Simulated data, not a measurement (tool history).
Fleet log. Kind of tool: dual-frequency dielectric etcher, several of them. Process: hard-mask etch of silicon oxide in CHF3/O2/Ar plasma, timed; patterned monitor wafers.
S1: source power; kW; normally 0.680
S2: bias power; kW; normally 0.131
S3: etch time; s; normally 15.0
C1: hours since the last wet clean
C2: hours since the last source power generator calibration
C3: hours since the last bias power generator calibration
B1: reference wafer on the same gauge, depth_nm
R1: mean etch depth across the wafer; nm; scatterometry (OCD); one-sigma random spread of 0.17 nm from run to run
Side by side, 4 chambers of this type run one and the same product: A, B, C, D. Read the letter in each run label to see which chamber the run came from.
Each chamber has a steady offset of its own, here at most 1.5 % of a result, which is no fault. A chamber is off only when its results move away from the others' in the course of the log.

run,hour,S1,S2,S3,C1,C2,C3,B1,R1
1A,10.5,0.680,0.131,15.0,26.4,3261.6,98.9,29.417,28.199
2D,21.8,0.680,0.131,15.0,166.6,1717.4,2100.9,29.399,28.297
3B,34.9,0.680,0.131,15.0,328.7,1930.6,2601.1,29.389,27.687
4C,48.3,0.680,0.131,15.0,134.6,1310.8,639.2,29.354,28.461
5B,59.2,0.680,0.131,15.0,353.0,1954.9,2625.4,29.418,27.810
6A,68.4,0.680,0.131,15.0,84.3,3319.5,156.8,29.414,27.970
7D,79.3,0.680,0.131,18.0,224.1,1774.9,2158.4,29.431,33.638
# hour 85.8: chamber B: wet clean of the chamber
8C,90.8,0.680,0.131,18.0,177.1,1353.3,681.7,29.365,34.125
9C,99.6,0.680,0.131,18.0,185.9,1362.1,690.5,29.415,34.163
10D,106.1,0.680,0.131,18.0,250.9,1801.7,2185.2,29.398,33.710
11A,118.9,0.680,0.131,15.0,134.8,3370.0,207.3,29.421,28.111
12B,131.5,0.780,0.131,12.0,45.8,2027.2,2697.7,29.406,23.806
13C,141.6,0.780,0.131,12.0,227.9,1404.1,732.5,29.412,24.107
14B,156.0,0.780,0.131,12.0,70.3,2051.7,2722.2,29.401,23.626
15A,163.4,0.780,0.131,12.0,179.3,3414.5,251.8,29.428,23.684
16D,172.4,0.680,0.131,15.0,317.2,1868.0,2251.5,29.343,28.059
17B,183.7,0.680,0.131,15.0,98.0,2079.4,2749.9,29.400,27.754
18C,196.5,0.680,0.131,15.0,282.8,1459.0,787.4,29.381,28.396
19A,206.2,0.680,0.131,15.0,222.1,3457.3,294.6,29.378,28.310
20D,216.0,0.680,0.131,15.0,360.8,1911.6,2295.1,29.408,28.209
21D,227.8,0.680,0.131,15.0,372.6,1923.4,2306.9,29.415,28.087
22C,234.6,0.680,0.131,15.0,320.9,1497.1,825.5,29.407,28.394
23B,246.6,0.680,0.131,15.0,160.9,2142.3,2812.8,29.365,27.658
24A,255.1,0.680,0.131,15.0,271.0,3506.2,343.5,29.377,27.945
# hour 262.5: chamber D: wet clean of the chamber
25A,264.7,0.680,0.131,15.0,280.6,3515.8,353.1,29.401,27.838
26C,271.1,0.680,0.131,15.0,357.4,1533.6,862.0,29.379,28.420
27B,285.0,0.680,0.142,11.5,199.3,2180.7,2851.2,29.320,21.637
28D,292.9,0.680,0.142,11.5,30.5,1988.5,2372.0,29.360,22.049

For the next run the whole fleet of 4 chambers uses the same settings. Give each chamber's results:
29A,303.5,0.680,0.131,15.0,,,,,?
29B,303.5,0.680,0.131,15.0,,,,,?
29C,303.5,0.680,0.131,15.0,,,,,?
29D,303.5,0.680,0.131,15.0,,,,,?

run,R1
29A,28.001
29B,27.884
29C,28.523
29D,28.026

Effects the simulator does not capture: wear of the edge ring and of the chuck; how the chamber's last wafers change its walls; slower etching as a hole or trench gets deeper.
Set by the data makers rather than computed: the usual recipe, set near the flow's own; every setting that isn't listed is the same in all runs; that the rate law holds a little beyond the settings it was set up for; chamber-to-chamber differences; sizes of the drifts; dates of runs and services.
